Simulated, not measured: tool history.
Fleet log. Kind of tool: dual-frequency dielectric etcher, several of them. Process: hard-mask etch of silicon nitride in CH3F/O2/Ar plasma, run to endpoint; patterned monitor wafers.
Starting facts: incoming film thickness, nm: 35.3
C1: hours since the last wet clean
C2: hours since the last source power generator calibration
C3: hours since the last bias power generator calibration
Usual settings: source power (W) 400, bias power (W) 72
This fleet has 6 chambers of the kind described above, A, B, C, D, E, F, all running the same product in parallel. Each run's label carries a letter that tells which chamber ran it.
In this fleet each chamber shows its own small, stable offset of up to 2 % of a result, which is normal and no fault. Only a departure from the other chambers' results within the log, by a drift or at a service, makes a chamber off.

run 1C hour=4.5 | source_power_(W)=400 bias_power_(W)=72 | C1=145.6 C2=1092.8 C3=1265.4 | endpoint_time_(s)=50.489
run 2F hour=8.7 | source_power_(W)=400 bias_power_(W)=72 | C1=317.2 C2=2087.6 C3=2521.5 | endpoint_time_(s)=50.315
run 3A hour=13.7 | source_power_(W)=400 bias_power_(W)=72 | C1=387.3 C2=2357.1 C3=108.7 | endpoint_time_(s)=51.331
run 4E hour=17 | source_power_(W)=400 bias_power_(W)=72 | C1=159.3 C2=1544.1 C3=881.4 | endpoint_time_(s)=51.01
run 5D hour=20.9 | source_power_(W)=490 bias_power_(W)=72 | C1=394.5 C2=1514.2 C3=509.6 | endpoint_time_(s)=47.391
run 6B hour=23.7 | source_power_(W)=490 bias_power_(W)=72 | C1=401 C2=898.9 C3=1098.1 | endpoint_time_(s)=46.897
run 7A hour=27.4 | source_power_(W)=490 bias_power_(W)=72 | C1=401 C2=2370.8 C3=122.4 | endpoint_time_(s)=47.554
run 8C hour=30.8 | source_power_(W)=490 bias_power_(W)=72 | C1=171.9 C2=1119.1 C3=1291.7 | endpoint_time_(s)=46.855
run 9E hour=34.3 | source_power_(W)=490 bias_power_(W)=72 | C1=176.6 C2=1561.4 C3=898.7 | endpoint_time_(s)=47.276
run 10B hour=39.6 | source_power_(W)=490 bias_power_(W)=72 | C1=416.9 C2=914.8 C3=1114 | endpoint_time_(s)=47.241
run 11F hour=43.1 | source_power_(W)=400 bias_power_(W)=72 | C1=351.6 C2=2122 C3=2555.9 | endpoint_time_(s)=50.826
run 12D hour=45.8 | source_power_(W)=330 bias_power_(W)=72 | C1=419.4 C2=1539.1 C3=534.5 | endpoint_time_(s)=55.045
run 13D hour=50.9 | source_power_(W)=330 bias_power_(W)=72 | C1=424.5 C2=1544.2 C3=539.6 | endpoint_time_(s)=55.116
run 14B hour=53.6 | source_power_(W)=330 bias_power_(W)=72 | C1=430.9 C2=928.8 C3=1128 | endpoint_time_(s)=54.596
run 15C hour=56.3 | source_power_(W)=330 bias_power_(W)=72 | C1=197.4 C2=1144.6 C3=1317.2 | endpoint_time_(s)=53.64
run 16E hour=61.3 | source_power_(W)=330 bias_power_(W)=72 | C1=203.6 C2=1588.4 C3=925.7 | endpoint_time_(s)=55.113
run 17A hour=66.2 | source_power_(W)=330 bias_power_(W)=72 | C1=439.8 C2=2409.6 C3=161.2 | endpoint_time_(s)=53.781
run 18F hour=71.5 | source_power_(W)=400 bias_power_(W)=72 | C1=380 C2=2150.4 C3=2584.3 | endpoint_time_(s)=50.569
run 19D hour=74.8 | source_power_(W)=400 bias_power_(W)=72 | C1=448.4 C2=1568.1 C3=563.5 | endpoint_time_(s)=51.446
-- hour=76.4 chamber D: wet clean of the chamber
run 20B hour=79.7 | source_power_(W)=400 bias_power_(W)=72 | C1=457 C2=954.9 C3=1154.1 | endpoint_time_(s)=50.539
run 21F hour=82.2 | source_power_(W)=450 bias_power_(W)=72 | C1=390.7 C2=2161.1 C3=2595 | endpoint_time_(s)=48.462
run 22E hour=84.9 | source_power_(W)=450 bias_power_(W)=72 | C1=227.2 C2=1612 C3=949.3 | endpoint_time_(s)=48.815
run 23A hour=88.2 | source_power_(W)=450 bias_power_(W)=72 | C1=461.8 C2=2431.6 C3=183.2 | endpoint_time_(s)=47.437
run 24C hour=93.5 | source_power_(W)=450 bias_power_(W)=72 | C1=234.6 C2=1181.8 C3=1354.4 | endpoint_time_(s)=48.497
run 25C hour=96.2 | source_power_(W)=450 bias_power_(W)=72 | C1=237.3 C2=1184.5 C3=1357.1 | endpoint_time_(s)=47.958
run 26F hour=98.9 | source_power_(W)=450 bias_power_(W)=72 | C1=407.4 C2=2177.8 C3=2611.7 | endpoint_time_(s)=48.279
run 27E hour=104.1 | source_power_(W)=400 bias_power_(W)=72 | C1=246.4 C2=1631.2 C3=968.5 | endpoint_time_(s)=51.008
run 28B hour=109.4 | source_power_(W)=400 bias_power_(W)=72 | C1=486.7 C2=984.6 C3=1183.8 | endpoint_time_(s)=50.71
run 29A hour=112.5 | source_power_(W)=400 bias_power_(W)=72 | C1=486.1 C2=2455.9 C3=207.5 | endpoint_time_(s)=49.382
run 30D hour=116.7 | source_power_(W)=400 bias_power_(W)=72 | C1=40.4 C2=1610 C3=605.4 | endpoint_time_(s)=51.146
run 31D hour=119.9 | source_power_(W)=400 bias_power_(W)=82 | C1=43.6 C2=1613.2 C3=608.6 | endpoint_time_(s)=48.776
run 32E hour=125.1 | source_power_(W)=400 bias_power_(W)=82 | C1=267.4 C2=1652.2 C3=989.5 | endpoint_time_(s)=48.869
-- hour=128.7 chamber F: wet clean of the chamber
run 33A hour=129.7 | source_power_(W)=400 bias_power_(W)=82 | C1=503.3 C2=2473.1 C3=224.7 | endpoint_time_(s)=47.448
run 34F hour=132.5 | source_power_(W)=400 bias_power_(W)=82 | C1=3.9 C2=2211.4 C3=2645.3 | endpoint_time_(s)=48.675
run 35B hour=136 | source_power_(W)=400 bias_power_(W)=82 | C1=513.3 C2=1011.2 C3=1210.4 | endpoint_time_(s)=48.764
run 36C hour=140.2 | source_power_(W)=400 bias_power_(W)=82 | C1=281.3 C2=1228.5 C3=1401.1 | endpoint_time_(s)=47.93

Each of the 6 chambers runs these same settings next. Fill in every chamber's results:
run 37A hour=144.1 | source_power_(W)=400 bias_power_(W)=83 | endpoint_time_(s)=?
run 37B hour=144.1 | source_power_(W)=400 bias_power_(W)=83 | endpoint_time_(s)=?
run 37C hour=144.1 | source_power_(W)=400 bias_power_(W)=83 | endpoint_time_(s)=?
run 37D hour=144.1 | source_power_(W)=400 bias_power_(W)=83 | endpoint_time_(s)=?
run 37E hour=144.1 | source_power_(W)=400 bias_power_(W)=83 | endpoint_time_(s)=?
run 37F hour=144.1 | source_power_(W)=400 bias_power_(W)=83 | endpoint_time_(s)=?

run=37A endpoint_time_(s)=46.523
run=37B endpoint_time_(s)=48.486
run=37C endpoint_time_(s)=47.707
run=37D endpoint_time_(s)=48.914
run=37E endpoint_time_(s)=48.719
run=37F endpoint_time_(s)=48.226
